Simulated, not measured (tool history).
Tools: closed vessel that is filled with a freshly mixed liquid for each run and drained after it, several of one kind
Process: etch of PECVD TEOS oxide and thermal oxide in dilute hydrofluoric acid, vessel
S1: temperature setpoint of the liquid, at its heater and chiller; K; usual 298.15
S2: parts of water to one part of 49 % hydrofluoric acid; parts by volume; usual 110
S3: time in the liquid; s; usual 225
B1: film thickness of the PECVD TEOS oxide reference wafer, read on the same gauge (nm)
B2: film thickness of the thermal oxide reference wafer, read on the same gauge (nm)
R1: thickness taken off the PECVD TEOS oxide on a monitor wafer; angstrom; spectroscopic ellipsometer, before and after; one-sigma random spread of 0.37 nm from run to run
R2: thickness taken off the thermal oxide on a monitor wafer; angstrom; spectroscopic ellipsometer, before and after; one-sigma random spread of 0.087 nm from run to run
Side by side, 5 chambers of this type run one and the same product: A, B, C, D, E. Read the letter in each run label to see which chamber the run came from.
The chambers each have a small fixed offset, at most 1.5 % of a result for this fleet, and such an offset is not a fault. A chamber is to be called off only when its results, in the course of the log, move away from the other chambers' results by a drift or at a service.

Run 1E, hour 5: usual settings; B1 29.981; B2 69.948. Result: R1 399.73 angstrom, R2 98.932 angstrom.
Run 2B, hour 8.9: usual settings; B1 30.03; B2 69.975. Result: R1 400.28 angstrom, R2 100.48 angstrom.
Run 3A, hour 12.8: usual settings; B1 30.058; B2 70.004. Result: R1 396.87 angstrom, R2 101.51 angstrom.
Run 4C, hour 15.7: usual settings; B1 30.023; B2 70.013. Result: R1 395.14 angstrom, R2 99.29 angstrom.
Run 5D, hour 20.2: usual settings; B1 30.026; B2 69.967. Result: R1 404.05 angstrom, R2 101.46 angstrom.
Run 6C, hour 23.1: usual settings but S2 95 parts by volume, S3 335 s; B1 30.007; B2 69.98. Result: R1 705.1 angstrom, R2 175.97 angstrom.
At hour 26.3: chamber D: hydrofluoric acid flow meter replaced.
Run 7E, hour 28.7: usual settings but S2 95 parts by volume, S3 335 s; B1 29.98; B2 70.034. Result: R1 695.49 angstrom, R2 176.76 angstrom.
Run 8B, hour 34.6: usual settings but S2 95 parts by volume, S3 335 s; B1 30.008; B2 69.97. Result: R1 697.76 angstrom, R2 177.43 angstrom.
Run 9A, hour 39.6: usual settings but S2 95 parts by volume, S3 335 s; B1 29.988; B2 69.985. Result: R1 695.22 angstrom, R2 176.96 angstrom.
Run 10D, hour 43.9: usual settings but S2 95 parts by volume, S3 335 s; B1 30.009; B2 70.027. Result: R1 709.21 angstrom, R2 177.87 angstrom.
Run 11E, hour 48.2: usual settings; B1 30.002; B2 70.064. Result: R1 398.61 angstrom, R2 101.02 angstrom.
Run 12C, hour 51.1: usual settings but S1 300.15 K, S2 85 parts by volume; B1 29.984; B2 69.991. Result: R1 588.51 angstrom, R2 143.41 angstrom.
Run 13D, hour 55.1: usual settings but S1 300.15 K, S2 85 parts by volume; B1 30.009; B2 69.999. Result: R1 588.84 angstrom, R2 146 angstrom.
Run 14B, hour 59.3: usual settings but S1 300.15 K, S2 85 parts by volume; B1 30.018; B2 70.019. Result: R1 569.51 angstrom, R2 144.59 angstrom.
Run 15A, hour 64.9: usual settings but S1 300.15 K, S2 85 parts by volume; B1 30.026; B2 70.01. Result: R1 569.85 angstrom, R2 146.08 angstrom.
Run 16B, hour 69.4: usual settings but S1 300.15 K, S2 85 parts by volume; B1 29.975; B2 70.022. Result: R1 576.71 angstrom, R2 147.33 angstrom.
Run 17A, hour 74.6: usual settings; B1 30.012; B2 70.04. Result: R1 391.47 angstrom, R2 101.45 angstrom.
Run 18C, hour 80.3: usual settings; B1 30.057; B2 70.013. Result: R1 409.18 angstrom, R2 99.089 angstrom.
Run 19E, hour 83.4: usual settings; B1 29.991; B2 70.022. Result: R1 407.16 angstrom, R2 101.97 angstrom.
Run 20D, hour 87: usual settings; B1 30.027; B2 70.002. Result: R1 400.78 angstrom, R2 100.18 angstrom.
Run 21B, hour 89.6: usual settings; B1 29.992; B2 69.972. Result: R1 397.09 angstrom, R2 100.15 angstrom.
Run 22E, hour 95.5: usual settings but S3 305 s; B1 30.013; B2 70.048. Result: R1 539.03 angstrom, R2 138.25 angstrom.
Run 23C, hour 99.3: usual settings but S3 305 s; B1 30.012; B2 69.995. Result: R1 545.5 angstrom, R2 134.08 angstrom.
Run 24A, hour 104.2: usual settings but S3 305 s; B1 30.021; B2 69.974. Result: R1 543.75 angstrom, R2 137.77 angstrom.
Run 25D, hour 109.6: usual settings but S3 305 s; B1 29.987; B2 69.987. Result: R1 548.05 angstrom, R2 136.69 angstrom.
Run 26C, hour 114.6: usual settings but S3 305 s; B1 30.008; B2 69.964. Result: R1 550.69 angstrom, R2 134.49 angstrom.
Run 27B, hour 120.4: usual settings; B1 29.979; B2 69.966. Result: R1 404.27 angstrom, R2 99.76 angstrom.
Run 28E, hour 123.7: usual settings; B1 30.028; B2 69.96. Result: R1 392.02 angstrom, R2 102.31 angstrom.
Run 29A, hour 129.6: usual settings but S1 299.65 K; B1 30.016; B2 70.037. Result: R1 419.31 angstrom, R2 105.93 angstrom.
Run 30D, hour 132.4: usual settings but S1 299.65 K; B1 30.001; B2 70. Result: R1 420.12 angstrom, R2 107.13 angstrom.
Run 31D, hour 136.5: usual settings but S1 299.65 K; B1 30.002; B2 69.989. Result: R1 432.01 angstrom, R2 107.37 angstrom.
Run 32E, hour 140: usual settings but S1 299.65 K; B1 29.995; B2 70.023. Result: R1 423.77 angstrom, R2 107.71 angstrom.
Run 33C, hour 144.5: usual settings but S1 299.65 K; B1 30.033; B2 70.015. Result: R1 431.91 angstrom, R2 106.1 angstrom.
Run 34A, hour 147.6: usual settings; B1 29.991; B2 69.973. Result: R1 395.55 angstrom, R2 101.39 angstrom.
Run 35B, hour 151: usual settings; B1 30.012; B2 70.004. Result: R1 399.97 angstrom, R2 101.12 angstrom.
Run 36A, hour 155.4: usual settings but S1 300.15 K; B1 30.005; B2 69.985. Result: R1 433.01 angstrom, R2 108.86 angstrom.
Run 37E, hour 158.6: usual settings but S1 300.15 K; B1 29.978; B2 69.961. Result: R1 427.48 angstrom, R2 108.82 angstrom.

Has any chamber moved away from the others, gradually or after a service, or does the common gauge drift, or do the chambers differ only by their own small steady offsets? State the chamber and the most likely cause if one applies.

No chamber stands off beyond its own small offset, and the gauge holds steady.
